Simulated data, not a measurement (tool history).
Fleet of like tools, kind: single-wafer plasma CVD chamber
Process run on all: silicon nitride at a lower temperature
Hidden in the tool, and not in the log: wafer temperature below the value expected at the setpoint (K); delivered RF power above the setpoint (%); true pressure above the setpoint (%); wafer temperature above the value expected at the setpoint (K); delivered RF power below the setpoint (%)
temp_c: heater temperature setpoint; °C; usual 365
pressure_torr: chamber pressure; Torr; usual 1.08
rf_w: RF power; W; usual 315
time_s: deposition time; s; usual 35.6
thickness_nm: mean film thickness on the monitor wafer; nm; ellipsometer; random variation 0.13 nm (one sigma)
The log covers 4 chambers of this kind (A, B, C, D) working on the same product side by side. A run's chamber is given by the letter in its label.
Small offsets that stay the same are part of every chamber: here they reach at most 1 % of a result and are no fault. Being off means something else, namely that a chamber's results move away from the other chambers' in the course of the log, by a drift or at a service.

| run | hour | temp_c | pressure_torr | rf_w | time_s | hours since the last thermocouple change | hours since the last RF generator calibration | hours since the last manometer calibration | read-back reference wafer on the same gauge, thickness_nm | thickness_nm |
|---|---|---|---|---|---|---|---|---|---|---|
|  | 5 | chamber C: capacitance manometer re-zeroed and calibrated |
| 1C | 6.1 | 365 | 1.08 | 315 | 35.6 | 1042.7 | 667.7 | 1.1 | 35.082 | 38.434 |
| 2D | 12.9 | 365 | 1.08 | 315 | 35.6 | 1418.7 | 565.2 | 1065.2 | 35.089 | 38.984 |
| 3B | 24.1 | 365 | 1.08 | 315 | 35.6 | 544.6 | 404 | 1268.6 | 35.126 | 38.087 |
| 4A | 32.3 | 365 | 1.08 | 315 | 35.6 | 1676.3 | 583.4 | 33.6 | 35.102 | 38.633 |
| 5C | 42.6 | 365 | 1.08 | 315 | 35.6 | 1079.2 | 704.2 | 37.6 | 35.113 | 38.584 |
| 6A | 51.5 | 365 | 1.08 | 315 | 35.6 | 1695.5 | 602.6 | 52.8 | 35.118 | 38.275 |
| 7D | 62.7 | 365 | 1.08 | 315 | 35.6 | 1468.5 | 615 | 1115 | 35.101 | 38.832 |
| 8B | 68.1 | 365 | 1.08 | 315 | 35.6 | 588.6 | 448 | 1312.6 | 35.109 | 38.279 |
| 9C | 75.4 | 365 | 1.08 | 315 | 35.6 | 1112 | 737 | 70.4 | 35.098 | 38.598 |
| 10D | 85.7 | 365 | 1.08 | 315 | 35.6 | 1491.5 | 638 | 1138 | 35.107 | 38.353 |
| 11A | 97.3 | 365 | 1.08 | 315 | 35.6 | 1741.3 | 648.4 | 98.6 | 35.128 | 38.19 |
| 12B | 107.8 | 365 | 1.08 | 315 | 35.6 | 628.3 | 487.7 | 1352.3 | 35.067 | 38.301 |
| 13B | 113.8 | 365 | 1.08 | 315 | 35.6 | 634.3 | 493.7 | 1358.3 | 35.12 | 38.406 |
| 14C | 119.6 | 365 | 1.08 | 315 | 35.6 | 1156.2 | 781.2 | 114.6 | 35.1 | 38.285 |
| 15A | 127.9 | 365 | 1.08 | 315 | 35.6 | 1771.9 | 679 | 129.2 | 35.129 | 38.613 |
| 16D | 133.8 | 365 | 1.08 | 315 | 35.6 | 1539.6 | 686.1 | 1186.1 | 35.115 | 38.71 |
| 17C | 142.6 | 365 | 1.08 | 315 | 35.6 | 1179.2 | 804.2 | 137.6 | 35.098 | 38.396 |
| 18A | 153.7 | 365 | 1.08 | 315 | 35.6 | 1797.7 | 704.8 | 155 | 35.084 | 38.605 |
| 19B | 161 | 365 | 1.08 | 315 | 35.6 | 681.5 | 540.9 | 1405.5 | 35.106 | 38.26 |
| 20D | 167.5 | 365 | 1.08 | 345 | 35.6 | 1573.3 | 719.8 | 1219.8 | 35.108 | 41.193 |
| 21B | 176.5 | 365 | 1.08 | 345 | 35.6 | 697 | 556.4 | 1421 | 35.115 | 40.738 |
| 22C | 187.8 | 365 | 1.08 | 345 | 35.6 | 1224.4 | 849.4 | 182.8 | 35.132 | 40.89 |
| 23D | 197.3 | 365 | 1.08 | 345 | 35.6 | 1603.1 | 749.6 | 1249.6 | 35.117 | 41.286 |
| 24A | 203 | 365 | 1.08 | 315 | 35.6 | 1847 | 754.1 | 204.3 | 35.078 | 38.169 |
| 25D | 215.1 | 365 | 1.08 | 315 | 35.6 | 1620.9 | 767.4 | 1267.4 | 35.076 | 38.676 |
| 26C | 221.7 | 365 | 1.08 | 315 | 35.6 | 1258.3 | 883.3 | 216.7 | 35.109 | 38.492 |
| 27A | 231.4 | 365 | 1.08 | 315 | 35.6 | 1875.4 | 782.5 | 232.7 | 35.092 | 38.517 |
| 28B | 241.2 | 365 | 1.08 | 315 | 35.6 | 761.7 | 621.1 | 1485.7 | 35.074 | 38.211 |
| 29D | 246.5 | 359 | 1.08 | 315 | 35.6 | 1652.3 | 798.8 | 1298.8 | 35.087 | 38.87 |
| 30A | 253.8 | 359 | 1.08 | 315 | 35.6 | 1897.8 | 804.9 | 255.1 | 35.106 | 38.553 |
| 31B | 259.3 | 359 | 1.08 | 315 | 35.6 | 779.8 | 639.2 | 1503.8 | 35.087 | 38.28 |
| 32C | 266 | 359 | 1.08 | 315 | 35.6 | 1302.6 | 927.6 | 261 | 35.082 | 38.321 |
| 33C | 271.3 | 365 | 1.08 | 315 | 35.6 | 1307.9 | 932.9 | 266.3 | 35.082 | 38.327 |
| 34A | 278.3 | 365 | 1.08 | 315 | 41.4 | 1922.3 | 829.4 | 279.6 | 35.089 | 44.627 |
| 35D | 286.2 | 365 | 1.08 | 315 | 41.4 | 1692 | 838.5 | 1338.5 | 35.113 | 45.142 |
| 36B | 296.8 | 365 | 1.08 | 315 | 41.4 | 817.3 | 676.7 | 1541.3 | 35.124 | 44.518 |
| 37D | 302.8 | 365 | 1.08 | 315 | 41.4 | 1708.6 | 855.1 | 1355.1 | 35.094 | 44.862 |
| 38B | 311.6 | 365 | 1.08 | 315 | 35.6 | 832.1 | 691.5 | 1556.1 | 35.104 | 37.999 |
| 39A | 322.7 | 365 | 1.08 | 315 | 35.6 | 1966.7 | 873.8 | 324 | 35.092 | 38.55 |

Is one chamber off against the others, does the gauge drift, or is nothing wrong? If a chamber is off, say which, and what the likeliest cause is.

All chambers stay in line apart from their small fixed offsets, and the gauge does not drift.
